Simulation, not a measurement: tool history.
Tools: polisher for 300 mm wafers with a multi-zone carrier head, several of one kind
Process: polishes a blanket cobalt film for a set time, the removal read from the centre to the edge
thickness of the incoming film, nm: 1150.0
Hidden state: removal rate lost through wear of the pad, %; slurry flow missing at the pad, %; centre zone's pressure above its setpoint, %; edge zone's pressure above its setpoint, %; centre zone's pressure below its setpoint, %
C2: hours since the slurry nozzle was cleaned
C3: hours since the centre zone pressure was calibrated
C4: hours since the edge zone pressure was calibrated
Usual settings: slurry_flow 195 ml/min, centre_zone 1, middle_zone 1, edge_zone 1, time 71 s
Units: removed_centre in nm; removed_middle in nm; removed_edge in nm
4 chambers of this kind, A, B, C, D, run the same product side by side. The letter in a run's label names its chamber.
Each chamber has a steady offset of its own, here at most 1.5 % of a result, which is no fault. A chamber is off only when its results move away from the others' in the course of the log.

{"run": "1C", "day": 0.462, "slurry_flow": 195, "centre_zone": 1, "middle_zone": 1, "edge_zone": 1, "time": 71, "wafers polished on this pad": 497, "C2": 97.3, "C3": 1279.9, "C4": 545.4, "removed_centre": 342.82, "removed_middle": 343.42, "removed_edge": 341.06}
{"day": 0.733, "done": "chamber D: worn pad replaced by a new one"}
{"day": 0.904, "done": "chamber C: centre zone pressure recalibrated"}
{"run": "2D", "day": 1.021, "slurry_flow": 195, "centre_zone": 1, "middle_zone": 1, "edge_zone": 1, "time": 71, "wafers polished on this pad": 57, "C2": 152.8, "C3": 550, "C4": 737.7, "removed_centre": 343.18, "removed_middle": 344.16, "removed_edge": 346.67}
{"run": "3A", "day": 1.4, "slurry_flow": 195, "centre_zone": 1, "middle_zone": 1, "edge_zone": 1, "time": 71, "wafers polished on this pad": 675, "C2": 115.4, "C3": 50.3, "C4": 88.9, "removed_centre": 350.4, "removed_middle": 341.21, "removed_edge": 341.06}
{"day": 1.612, "done": "chamber C: worn pad replaced by a new one"}
{"run": "4B", "day": 1.804, "slurry_flow": 195, "centre_zone": 1, "middle_zone": 1, "edge_zone": 1, "time": 71, "wafers polished on this pad": 787, "C2": 594.3, "C3": 146.3, "C4": 928.7, "removed_centre": 349.01, "removed_middle": 341.81, "removed_edge": 339.83}
{"run": "5D", "day": 2.179, "slurry_flow": 195, "centre_zone": 1, "middle_zone": 1, "edge_zone": 1, "time": 71, "wafers polished on this pad": 287, "C2": 180.6, "C3": 577.8, "C4": 765.5, "removed_centre": 342.63, "removed_middle": 340.32, "removed_edge": 337.89}
{"day": 2.412, "done": "chamber B: worn pad replaced by a new one"}
{"run": "6C", "day": 2.65, "slurry_flow": 195, "centre_zone": 1, "middle_zone": 1, "edge_zone": 1, "time": 71, "wafers polished on this pad": 205, "C2": 149.8, "C3": 41.9, "C4": 597.9, "removed_centre": 353.95, "removed_middle": 342.21, "removed_edge": 346.53}
{"day": 3.004, "done": "chamber A: worn pad replaced by a new one"}
{"run": "7A", "day": 3.183, "slurry_flow": 195, "centre_zone": 1, "middle_zone": 1, "edge_zone": 1, "time": 71, "wafers polished on this pad": 35, "C2": 158.2, "C3": 93.1, "C4": 131.7, "removed_centre": 348.09, "removed_middle": 342.82, "removed_edge": 340.24}
{"run": "8B", "day": 3.667, "slurry_flow": 195, "centre_zone": 1, "middle_zone": 1, "edge_zone": 1, "time": 71, "wafers polished on this pad": 249, "C2": 639, "C3": 191, "C4": 973.4, "removed_centre": 342.77, "removed_middle": 341.52, "removed_edge": 342.55}
{"run": "9C", "day": 3.962, "slurry_flow": 195, "centre_zone": 1, "middle_zone": 1, "edge_zone": 1, "time": 71, "wafers polished on this pad": 466, "C2": 181.3, "C3": 73.4, "C4": 629.4, "removed_centre": 345.52, "removed_middle": 338.89, "removed_edge": 343.35}
{"run": "10A", "day": 4.233, "slurry_flow": 195, "centre_zone": 1, "middle_zone": 1, "edge_zone": 1, "time": 71, "wafers polished on this pad": 244, "C2": 183.4, "C3": 118.3, "C4": 156.9, "removed_centre": 345.95, "removed_middle": 346.37, "removed_edge": 336.77}
{"run": "11B", "day": 4.496, "slurry_flow": 195, "centre_zone": 1, "middle_zone": 1, "edge_zone": 1, "time": 71, "wafers polished on this pad": 413, "C2": 658.9, "C3": 210.9, "C4": 993.3, "removed_centre": 348.76, "removed_middle": 338.67, "removed_edge": 346.38}
{"run": "12D", "day": 4.871, "slurry_flow": 195, "centre_zone": 1, "middle_zone": 1, "edge_zone": 1, "time": 71, "wafers polished on this pad": 821, "C2": 245.2, "C3": 642.4, "C4": 830.1, "removed_centre": 349.57, "removed_middle": 341.53, "removed_edge": 348.23}
{"day": 5.054, "done": "chamber C: edge zone pressure recalibrated"}
{"day": 5.254, "done": "chamber C: worn pad replaced by a new one"}
{"run": "13B", "day": 5.421, "slurry_flow": 195, "centre_zone": 1, "middle_zone": 1, "edge_zone": 1, "time": 81, "wafers polished on this pad": 597, "C2": 681.1, "C3": 233.1, "C4": 1015.5, "removed_centre": 400.85, "removed_middle": 395.41, "removed_edge": 393.71}
{"day": 5.717, "done": "chamber D: worn pad replaced by a new one"}
{"run": "14C", "day": 5.896, "slurry_flow": 195, "centre_zone": 1, "middle_zone": 1, "edge_zone": 1, "time": 81, "wafers polished on this pad": 127, "C2": 227.7, "C3": 119.8, "C4": 20.2, "removed_centre": 401.38, "removed_middle": 394.47, "removed_edge": 394.93}
{"run": "15D", "day": 6.392, "slurry_flow": 195, "centre_zone": 1, "middle_zone": 1, "edge_zone": 1, "time": 81, "wafers polished on this pad": 134, "C2": 281.7, "C3": 678.9, "C4": 866.6, "removed_centre": 388.58, "removed_middle": 391.66, "removed_edge": 393.83}
{"run": "16A", "day": 6.879, "slurry_flow": 195, "centre_zone": 1, "middle_zone": 1, "edge_zone": 1, "time": 81, "wafers polished on this pad": 768, "C2": 246.9, "C3": 181.8, "C4": 220.4, "removed_centre": 401.14, "removed_middle": 392.08, "removed_edge": 387.31}
{"run": "17D", "day": 7.304, "slurry_flow": 195, "centre_zone": 1, "middle_zone": 1, "edge_zone": 1, "time": 71, "wafers polished on this pad": 315, "C2": 303.6, "C3": 700.8, "C4": 888.5, "removed_centre": 339.38, "removed_middle": 344.77, "removed_edge": 349.39}
{"run": "18C", "day": 7.75, "slurry_flow": 195, "centre_zone": 1, "middle_zone": 1, "edge_zone": 1, "time": 71, "wafers polished on this pad": 495, "C2": 272.2, "C3": 164.3, "C4": 64.7, "removed_centre": 349.2, "removed_middle": 343.36, "removed_edge": 349.17}
{"day": 8.192, "done": "chamber B: worn pad replaced by a new one"}
{"run": "19A", "day": 8.304, "slurry_flow": 140, "centre_zone": 1, "middle_zone": 1, "edge_zone": 1, "time": 71, "wafers polished on this pad": 1051, "C2": 281.1, "C3": 216, "C4": 254.6, "removed_centre": 324.75, "removed_middle": 327.43, "removed_edge": 327.45}
{"day": 8.467, "done": "chamber A: worn pad replaced by a new one"}
{"run": "20B", "day": 8.7, "slurry_flow": 140, "centre_zone": 1, "middle_zone": 1, "edge_zone": 1, "time": 71, "wafers polished on this pad": 101, "C2": 759.8, "C3": 311.8, "C4": 1094.2, "removed_centre": 320.67, "removed_middle": 321.05, "removed_edge": 333.96}
{"day": 8.729, "done": "chamber C: worn pad replaced by a new one"}
{"run": "21A", "day": 9.096, "slurry_flow": 140, "centre_zone": 1, "middle_zone": 1, "edge_zone": 1, "time": 71, "wafers polished on this pad": 125, "C2": 300.1, "C3": 235, "C4": 273.6, "removed_centre": 326.99, "removed_middle": 320.73, "removed_edge": 322.09}
{"run": "22B", "day": 9.646, "slurry_flow": 140, "centre_zone": 1, "middle_zone": 1, "edge_zone": 1, "time": 71, "wafers polished on this pad": 288, "C2": 782.5, "C3": 334.5, "C4": 1116.9, "removed_centre": 322.34, "removed_middle": 319.55, "removed_edge": 326.42}
{"run": "23D", "day": 10.104, "slurry_flow": 195, "centre_zone": 1, "middle_zone": 1, "edge_zone": 1, "time": 71, "wafers polished on this pad": 870, "C2": 370.8, "C3": 768, "C4": 955.7, "removed_centre": 340.13, "removed_middle": 339.35, "removed_edge": 346.89}
{"day": 10.121, "done": "chamber B: slurry nozzle cleaned"}
{"run": "24C", "day": 10.671, "slurry_flow": 195, "centre_zone": 1, "middle_zone": 1, "edge_zone": 1, "time": 71, "wafers polished on this pad": 386, "C2": 342.3, "C3": 234.4, "C4": 134.8, "removed_centre": 344.42, "removed_middle": 341.9, "removed_edge": 344.78}
{"day": 10.708, "done": "chamber D: worn pad replaced by a new one"}
{"run": "25D", "day": 10.992, "slurry_flow": 195, "centre_zone": 1, "middle_zone": 1, "edge_zone": 1, "time": 71, "wafers polished on this pad": 56, "C2": 392.1, "C3": 789.3, "C4": 977, "removed_centre": 346.19, "removed_middle": 348.48, "removed_edge": 345.29}
{"day": 11.358, "done": "chamber C: slurry nozzle cleaned"}
{"run": "26C", "day": 11.492, "slurry_flow": 195, "centre_zone": 1, "middle_zone": 1, "edge_zone": 1, "time": 71, "wafers polished on this pad": 548, "C2": 3.2, "C3": 254.1, "C4": 154.5, "removed_centre": 348.47, "removed_middle": 347.25, "removed_edge": 344.82}
{"run": "27A", "day": 11.838, "slurry_flow": 195, "centre_zone": 1, "middle_zone": 1, "edge_zone": 1, "time": 71, "wafers polished on this pad": 669, "C2": 365.9, "C3": 300.8, "C4": 339.4, "removed_centre": 348.61, "removed_middle": 344.68, "removed_edge": 340.46}
{"run": "28B", "day": 12.15, "slurry_flow": 195, "centre_zone": 1, "middle_zone": 1, "edge_zone": 1, "time": 71, "wafers polished on this pad": 785, "C2": 48.7, "C3": 394.6, "C4": 1177, "removed_centre": 347.23, "removed_middle": 342.87, "removed_edge": 343.17}
{"day": 12.158, "done": "chamber D: centre zone pressure recalibrated"}
{"day": 12.342, "done": "chamber C: worn pad replaced by a new one"}
{"day": 12.617, "done": "chamber B: worn pad replaced by a new one"}
{"run": "29A", "day": 12.725, "slurry_flow": 195, "centre_zone": 1, "middle_zone": 1, "edge_zone": 1, "time": 71, "wafers polished on this pad": 845, "C2": 387.2, "C3": 322.1, "C4": 360.7, "removed_centre": 348.18, "removed_middle": 344.54, "removed_edge": 340.83}
{"day": 12.804, "done": "chamber B: edge zone pressure recalibrated"}
{"day": 13.096, "done": "chamber D: edge zone pressure recalibrated"}
{"run": "30D", "day": 13.1, "slurry_flow": 195, "centre_zone": 1, "middle_zone": 1, "edge_zone": 1, "time": 71, "wafers polished on this pad": 474, "C2": 442.7, "C3": 22.6, "C4": 0.2, "removed_centre": 343.33, "removed_middle": 345.98, "removed_edge": 345.84}
{"run": "31C", "day": 13.579, "slurry_flow": 195, "centre_zone": 1, "middle_zone": 1, "edge_zone": 1, "time": 71, "wafers polished on this pad": 245, "C2": 53.3, "C3": 304.2, "C4": 204.6, "removed_centre": 347.09, "removed_middle": 346.07, "removed_edge": 344.64}
{"day": 14.021, "done": "chamber D: slurry nozzle cleaned"}
{"run": "32B", "day": 14.104, "slurry_flow": 195, "centre_zone": 1, "middle_zone": 1, "edge_zone": 1, "time": 94, "wafers polished on this pad": 295, "C2": 95.6, "C3": 441.5, "C4": 31.3, "removed_centre": 450.55, "removed_middle": 456.82, "removed_edge": 451.93}
{"day": 14.15, "done": "chamber A: worn pad replaced by a new one"}
{"run": "33B", "day": 14.454, "slurry_flow": 195, "centre_zone": 1, "middle_zone": 1, "edge_zone": 1, "time": 94, "wafers polished on this pad": 364, "C2": 104, "C3": 449.9, "C4": 39.7, "removed_centre": 467.91, "removed_middle": 456.08, "removed_edge": 449.93}
{"day": 14.842, "done": "chamber B: centre zone pressure recalibrated"}
{"run": "34C", "day": 14.988, "slurry_flow": 195, "centre_zone": 1, "middle_zone": 1, "edge_zone": 1, "time": 94, "wafers polished on this pad": 525, "C2": 87.1, "C3": 338, "C4": 238.4, "removed_centre": 462.17, "removed_middle": 463.48, "removed_edge": 461.83}
{"run": "35A", "day": 15.525, "slurry_flow": 195, "centre_zone": 1, "middle_zone": 1, "edge_zone": 1, "time": 94, "wafers polished on this pad": 273, "C2": 454.4, "C3": 389.3, "C4": 427.9, "removed_centre": 468.08, "removed_middle": 462.23, "removed_edge": 454.47}
{"day": 15.812, "done": "chamber C: worn pad replaced by a new one"}
{"day": 16.083, "done": "chamber D: worn pad replaced by a new one"}
{"run": "36D", "day": 16.108, "slurry_flow": 195, "centre_zone": 1, "middle_zone": 1, "edge_zone": 1, "time": 71, "wafers polished on this pad": 5, "C2": 50.1, "C3": 94.8, "C4": 72.4, "removed_centre": 338.51, "removed_middle": 346.74, "removed_edge": 343.71}
{"run": "37B", "day": 16.546, "slurry_flow": 195, "centre_zone": 1, "middle_zone": 1, "edge_zone": 1, "time": 71, "wafers polished on this pad": 779, "C2": 154.2, "C3": 41, "C4": 89.9, "removed_centre": 348.23, "removed_middle": 345.67, "removed_edge": 343.57}
{"run": "38D", "day": 16.904, "slurry_flow": 195, "centre_zone": 1, "middle_zone": 1, "edge_zone": 1, "time": 71, "wafers polished on this pad": 163, "C2": 69.2, "C3": 113.9, "C4": 91.5, "removed_centre": 347.41, "removed_middle": 343.42, "removed_edge": 346.45}
{"run": "39C", "day": 17.408, "slurry_flow": 195, "centre_zone": 1, "middle_zone": 1, "edge_zone": 1, "time": 71, "wafers polished on this pad": 316, "C2": 145.2, "C3": 396.1, "C4": 296.5, "removed_centre": 349.69, "removed_middle": 346.52, "removed_edge": 344.46}
{"run": "40A", "day": 17.767, "slurry_flow": 195, "centre_zone": 1, "middle_zone": 1, "edge_zone": 1, "time": 71, "wafers polished on this pad": 718, "C2": 508.2, "C3": 443.1, "C4": 481.7, "removed_centre": 347.51, "removed_middle": 347.62, "removed_edge": 341.14}

Is one chamber off against the others, does the gauge drift, or is nothing wrong? If a chamber is off, say which, and what the likeliest cause is.

No chamber stands off beyond its own small offset, and the gauge holds steady.
